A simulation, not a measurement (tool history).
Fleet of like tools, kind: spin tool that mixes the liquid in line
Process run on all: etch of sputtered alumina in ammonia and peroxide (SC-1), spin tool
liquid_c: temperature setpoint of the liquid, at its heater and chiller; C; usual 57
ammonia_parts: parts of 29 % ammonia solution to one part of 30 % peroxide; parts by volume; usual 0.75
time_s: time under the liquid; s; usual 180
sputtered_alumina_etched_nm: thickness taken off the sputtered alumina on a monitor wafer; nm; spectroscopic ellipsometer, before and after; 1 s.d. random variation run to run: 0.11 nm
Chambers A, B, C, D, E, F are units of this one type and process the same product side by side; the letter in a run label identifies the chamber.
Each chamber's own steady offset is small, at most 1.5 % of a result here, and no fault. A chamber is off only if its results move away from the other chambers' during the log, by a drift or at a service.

run	hour	liquid_c	ammonia_parts	time_s	read-back film thickness of the sputtered alumina reference wafer, read on the same gauge (nm)	sputtered_alumina_etched_nm
1B	3.7	57	0.75	180	90.058	11.936
2C	8.5	57	0.75	180	90	12.154
3E	13	57	0.75	180	89.96	12.205
4A	16.7	57	0.75	180	90.032	12.082
5F	21.8	57	0.75	180	90.005	12.033
6D	26.2	57	0.75	180	90	11.982
7F	30.8	57	0.75	180	90	12.015
8E	35.5	57	0.75	180	90.033	12.21
# hour 38.1: chamber E: new drum of ammonia solution connected
9D	38.6	57	0.75	180	89.987	12.099
10A	42.6	57	0.75	180	89.985	11.841
11B	46.9	57	0.75	180	89.984	12.073
12C	52.2	57	0.75	180	89.997	12.151
13B	55.5	57	0.75	180	89.985	11.865
14E	58.7	57	0.75	180	89.985	12.133
15A	61.3	57	0.75	180	90.009	12.026
16C	65.7	57	0.75	180	89.987	11.943
17D	69.3	57	0.75	180	89.988	11.954
18F	72.4	57	0.75	180	90.015	11.914
19B	74.8	57	0.75	180	90.002	11.804
20C	79.5	57	0.75	180	89.979	11.952
21F	84.4	57	0.75	180	89.996	11.913
22A	87.5	57	0.75	180	89.965	12.022
# hour 89.1: chamber E: heated supply line repaired
23D	91.4	60	1.15	180	89.99	14.69
24E	96.5	60	1.15	180	89.997	14.665
25A	100.3	60	1.15	180	90.016	14.467
26C	103.7	60	1.15	180	89.98	14.55
27E	106.7	60	1.15	180	89.989	14.875
28B	111.3	60	1.15	180	89.95	14.539
29D	115.4	57	0.75	180	90.009	11.85
30F	119.2	57	0.55	230	89.99	14.477
31A	123.5	57	0.55	230	89.978	14.852
32F	128.6	57	0.55	230	89.968	14.157
33E	132.1	57	0.55	230	89.968	14.842
34D	134.8	57	0.55	230	90.004	14.879
35B	137.7	57	0.55	230	89.958	15.027
36C	142.7	57	0.75	180	90.003	12.104
37B	145.9	57	0.75	180	90.033	11.912
38C	150.4	48	1.1	180	90.023	7.6802
39E	154.5	48	1.1	180	90.009	7.6609
40D	158.1	48	1.1	180	90.04	7.638

Next, all 6 chambers run the settings below, one line each with question marks for the results. What does each chamber give?
41A	162	57	0.75	180		?
41B	162	57	0.75	180		?
41C	162	57	0.75	180		?
41D	162	57	0.75	180		?
41E	162	57	0.75	180		?
41F	162	57	0.75	180		?

run	sputtered_alumina_etched_nm
41A	11.847
41B	11.943
41C	12.029
41D	12.076
41E	12.122
41F	11.275
